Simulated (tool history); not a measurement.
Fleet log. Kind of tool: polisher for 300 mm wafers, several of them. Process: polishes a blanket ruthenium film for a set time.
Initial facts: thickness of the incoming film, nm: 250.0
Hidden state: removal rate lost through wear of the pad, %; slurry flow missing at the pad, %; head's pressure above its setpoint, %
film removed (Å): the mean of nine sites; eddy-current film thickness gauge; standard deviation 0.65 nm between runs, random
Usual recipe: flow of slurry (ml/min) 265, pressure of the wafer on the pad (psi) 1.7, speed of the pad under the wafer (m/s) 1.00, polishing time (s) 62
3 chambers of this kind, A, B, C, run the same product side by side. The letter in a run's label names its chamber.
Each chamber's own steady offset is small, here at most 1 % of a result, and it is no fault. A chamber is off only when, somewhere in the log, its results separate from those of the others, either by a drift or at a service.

run	hour	flow of slurry (ml/min)	pressure of the wafer on the pad (psi)	speed of the pad under the wafer (m/s)	polishing time (s)	wafers polished on this pad	hours since the slurry nozzle was cleaned	hours since the head pressure was calibrated	film removed (Å)
# hour 7.0: chamber A: worn pad replaced by a new one
1C	14.7	265	1.7	1.00	62	1268	280.2	277.9	484.10
# hour 17.5: chamber C: worn pad replaced by a new one
2B	22.9	265	1.7	1.00	62	910	272.7	115.9	482.56
3A	31.1	265	1.7	1.00	62	255	483.1	409.3	488.14
4C	40.8	265	1.7	1.00	62	245	306.3	304.0	481.71
5B	52.9	265	1.7	1.00	62	1226	302.7	145.9	481.67
# hour 58.9: chamber B: worn pad replaced by a new one
6A	66.7	265	1.7	1.00	62	630	518.7	444.9	507.49
7C	81.4	265	1.7	1.00	62	673	346.9	344.6	490.31
8A	91.7	265	1.7	1.00	62	893	543.7	469.9	502.44
# hour 97.8: chamber A: worn pad replaced by a new one
9B	106.2	265	1.7	1.00	62	498	356.0	199.2	480.72
# hour 112.2: chamber C: slurry nozzle cleaned
10A	112.9	265	1.7	1.00	62	159	564.9	491.1	497.98
# hour 116.2: chamber B: slurry nozzle cleaned
11B	120.5	265	1.7	1.00	62	649	4.4	213.5	481.82
12C	127.9	265	1.7	1.00	62	1164	15.7	391.1	491.59
13A	140.3	265	1.7	1.00	62	448	592.3	518.5	509.13
# hour 142.1: chamber A: slurry nozzle cleaned
14C	148.5	265	1.7	1.00	62	1381	36.3	411.7	478.74
15B	161.2	265	1.7	1.00	62	1078	45.1	254.2	492.58
# hour 172.1: chamber C: worn pad replaced by a new one
16C	174.9	265	1.7	1.00	62	30	62.7	438.1	485.86
# hour 176.7: chamber A: worn pad replaced by a new one
17A	184.3	265	1.7	1.00	62	80	42.3	562.5	519.36
# hour 189.2: chamber B: worn pad replaced by a new one
18B	196.7	265	1.7	1.00	62	79	80.6	289.7	475.52
19B	210.7	265	1.7	1.00	62	227	94.6	303.7	477.92
20A	222.2	265	1.7	1.00	62	479	80.2	600.4	519.12
21C	228.6	265	1.7	1.00	62	596	116.4	491.8	490.34
22C	242.1	265	1.7	1.00	62	738	129.9	505.3	485.78
# hour 256.0: chamber A: worn pad replaced by a new one
23A	256.8	265	1.7	1.00	62	9	114.8	635.0	529.85
24B	269.1	265	1.7	1.00	62	842	153.0	362.1	482.55
25C	283.8	265	1.7	1.00	62	1178	171.6	547.0	483.06
26A	293.9	265	1.7	1.00	62	400	151.9	672.1	549.10
27B	306.2	265	1.7	1.00	62	1233	190.1	399.2	484.48
28A	317.3	265	1.7	1.28	62	646	175.3	695.5	712.28

Predict what each chamber gives when all 3 of them run the settings below next.
29A	327.9	265	1.7	1.00	62				?
29B	327.9	265	1.7	1.00	62				?
29C	327.9	265	1.7	1.00	62				?

run	film removed (Å)
29A	536.23
29B	487.78
29C	489.33
